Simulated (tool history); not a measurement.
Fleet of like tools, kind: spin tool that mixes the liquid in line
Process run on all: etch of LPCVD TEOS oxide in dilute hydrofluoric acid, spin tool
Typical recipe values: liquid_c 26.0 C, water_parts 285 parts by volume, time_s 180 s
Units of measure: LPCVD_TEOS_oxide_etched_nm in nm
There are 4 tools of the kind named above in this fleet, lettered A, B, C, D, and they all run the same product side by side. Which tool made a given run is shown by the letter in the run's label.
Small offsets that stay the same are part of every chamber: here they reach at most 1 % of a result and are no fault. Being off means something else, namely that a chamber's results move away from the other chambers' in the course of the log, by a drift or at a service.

run	hour	liquid_c	water_parts	time_s	hours since the thermometer was replaced	hours since the hydrofluoric acid flow meter was replaced	read-back film thickness of the LPCVD TEOS oxide reference wafer, read on the same gauge (nm)	LPCVD_TEOS_oxide_etched_nm
1C	4.6	26.0	285	180	541.3	429.4	79.969	14.6000
2D	7.6	26.0	285	180	639.3	10.0	79.987	14.8610
3A	12.1	26.0	285	180	937.5	576.7	80.020	14.7140
4B	15.2	26.0	285	180	308.8	1137.3	80.009	14.8230
5B	20.0	26.0	285	180	313.6	1142.1	79.984	14.9180
# hour 20.3: chamber B: hydrofluoric acid flow meter replaced
6A	24.6	26.0	285	180	950.0	589.2	80.014	14.7630
7C	27.2	26.0	285	180	563.9	452.0	79.991	14.7740
8D	30.3	26.0	285	180	662.0	32.7	80.015	14.7550
9C	33.2	26.0	285	180	569.9	458.0	80.034	14.9360
10D	36.1	26.0	285	180	667.8	38.5	79.998	14.7400
11A	40.3	26.0	285	180	965.7	604.9	80.006	14.6700
12B	44.0	26.0	285	180	337.6	23.7	79.998	14.5600
13D	46.5	26.0	285	180	678.2	48.9	79.976	14.7570
14B	49.9	30.5	285	180	343.5	29.6	80.002	17.1570
15C	53.4	30.5	285	180	590.1	478.2	79.974	17.6970
16A	57.2	30.5	285	180	982.6	621.8	79.955	17.2180
17A	60.0	30.5	285	180	985.4	624.6	79.987	17.3520
18B	65.0	26.0	285	180	358.6	44.7	79.981	14.7640
19D	69.7	26.0	285	180	701.4	72.1	80.000	14.8060
20C	72.2	28.5	335	180	608.9	497.0	80.009	13.5230
21D	76.8	28.5	335	180	708.5	79.2	80.017	12.9910
22B	79.0	28.5	335	180	372.6	58.7	80.016	12.9810
23C	82.0	28.5	335	180	618.7	506.8	79.988	13.6880
24A	86.5	26.0	285	180	1011.9	651.1	79.982	14.7580
25C	90.0	26.0	285	180	626.7	514.8	80.018	15.6140
26A	92.6	26.0	285	180	1018.0	657.2	80.001	14.8150
27B	95.5	26.0	285	180	389.1	75.2	80.004	14.7070
28D	99.7	26.0	285	180	731.4	102.1	80.014	14.9420
29D	103.1	26.0	285	85	734.8	105.5	79.983	6.9907
30A	106.3	26.0	285	85	1031.7	670.9	80.014	7.0418
31C	110.0	26.0	285	85	646.7	534.8	80.004	7.5002
32B	114.6	26.0	285	85	408.2	94.3	80.003	6.9524
33B	118.4	26.0	285	180	412.0	98.1	80.032	14.6650
34C	123.1	26.0	285	180	659.8	547.9	80.005	15.9820
35D	126.9	26.0	285	180	758.6	129.3	79.969	14.6750
36A	129.9	26.0	405	180	1055.3	694.5	79.997	9.2394
37C	132.4	26.0	405	180	669.1	557.2	79.986	10.1450

For the next run the whole fleet of 4 chambers uses the same settings. Give each chamber's results:
38A	136.0	26.0	285	180				?
38B	136.0	26.0	285	180				?
38C	136.0	26.0	285	180				?
38D	136.0	26.0	285	180				?

run	LPCVD_TEOS_oxide_etched_nm
38A	14.6150
38B	14.9030
38C	16.2180
38D	14.7640
